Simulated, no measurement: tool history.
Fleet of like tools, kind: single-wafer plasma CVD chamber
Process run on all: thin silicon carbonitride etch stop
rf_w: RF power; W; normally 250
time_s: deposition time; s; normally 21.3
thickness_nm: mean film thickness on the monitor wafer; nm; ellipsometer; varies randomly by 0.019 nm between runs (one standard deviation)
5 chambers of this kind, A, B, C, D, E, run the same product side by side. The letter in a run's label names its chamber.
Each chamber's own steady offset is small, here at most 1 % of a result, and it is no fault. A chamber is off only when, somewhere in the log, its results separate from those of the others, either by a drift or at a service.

run   hour  rf_w  time_s  read-back reference wafer on the same gauge, thickness_nm  thickness_nm
 1D      4   250    21.3                                                     10.394        13.097
 2C   10.2   250    21.3                                                     10.396        13.099
 3A   14.1   250    21.3                                                     10.398         12.96
 4B   21.4   250    21.3                                                     10.394        13.002
 5E   27.6   250    21.3                                                     10.392        12.947
 6E   34.1   250    21.3                                                     10.393        12.982
 7C     41   250    21.3                                                     10.389        13.056
 8A   44.8   250    21.3                                                     10.384        12.945
 9D   49.7   250    21.3                                                     10.388        13.063
10B   58.2   250    21.3                                                     10.381        12.969
      62.3  -- chamber A: thermocouple changed; heater temperature recalibrated
11D   62.5   250    21.3                                                     10.384        13.021
12E   66.6   250    21.3                                                     10.378        12.963
13A   72.8   250    21.3                                                     10.377        12.954
14C   77.4   250    21.3                                                      10.38        13.066
      82.7  -- chamber E: RF generator calibrated
15B     83   250    21.3                                                     10.374        12.984
16D   90.2   290    21.3                                                     10.374        13.643
17B   95.2   290    21.3                                                     10.373        13.521
18E  103.3   290    21.3                                                     10.373         13.51
19A  110.8   290    21.3                                                     10.366        13.555
20C  119.3   290    21.3                                                     10.365        13.646
21E  123.4   250    21.3                                                     10.363        12.937
22A  127.7   285    19.9                                                     10.363        12.569
23C  133.4   285    19.9                                                     10.362        12.698
24D  139.6   285    19.9                                                      10.36        12.676
25B  145.4   285    19.9                                                     10.362        12.561
26A  153.2   285    19.9                                                     10.358        12.589
27E    160   250    21.3                                                     10.351        12.885
28C  165.5   250    21.3                                                     10.352        13.054
29D  172.4   250    19.3                                                     10.349        11.809
30B  178.2   250    19.3                                                     10.349        11.732
31B    183   250    19.3                                                     10.347        11.693
32E  191.3   250    19.3                                                     10.347        11.693
33D    195   250    19.3                                                     10.341        11.794
34A  199.8   250    21.3                                                     10.343        12.915
35C  203.6   250    21.3                                                     10.345        12.995
36E  212.1   250    21.3                                                     10.336        12.887
37C  220.6   250    21.3                                                     10.342        12.986

Next, all 5 chambers run the settings below, one line each with question marks for the results. What does each chamber give?
38A  226.8   250    21.3                                                                        ?
38B  226.8   250    21.3                                                                        ?
38C  226.8   250    21.3                                                                        ?
38D  226.8   250    21.3                                                                        ?
38E  226.8   250    21.3                                                                        ?

run  thickness_nm
38A        12.896
38B        12.916
38C        13.019
38D        13.019
38E        12.919
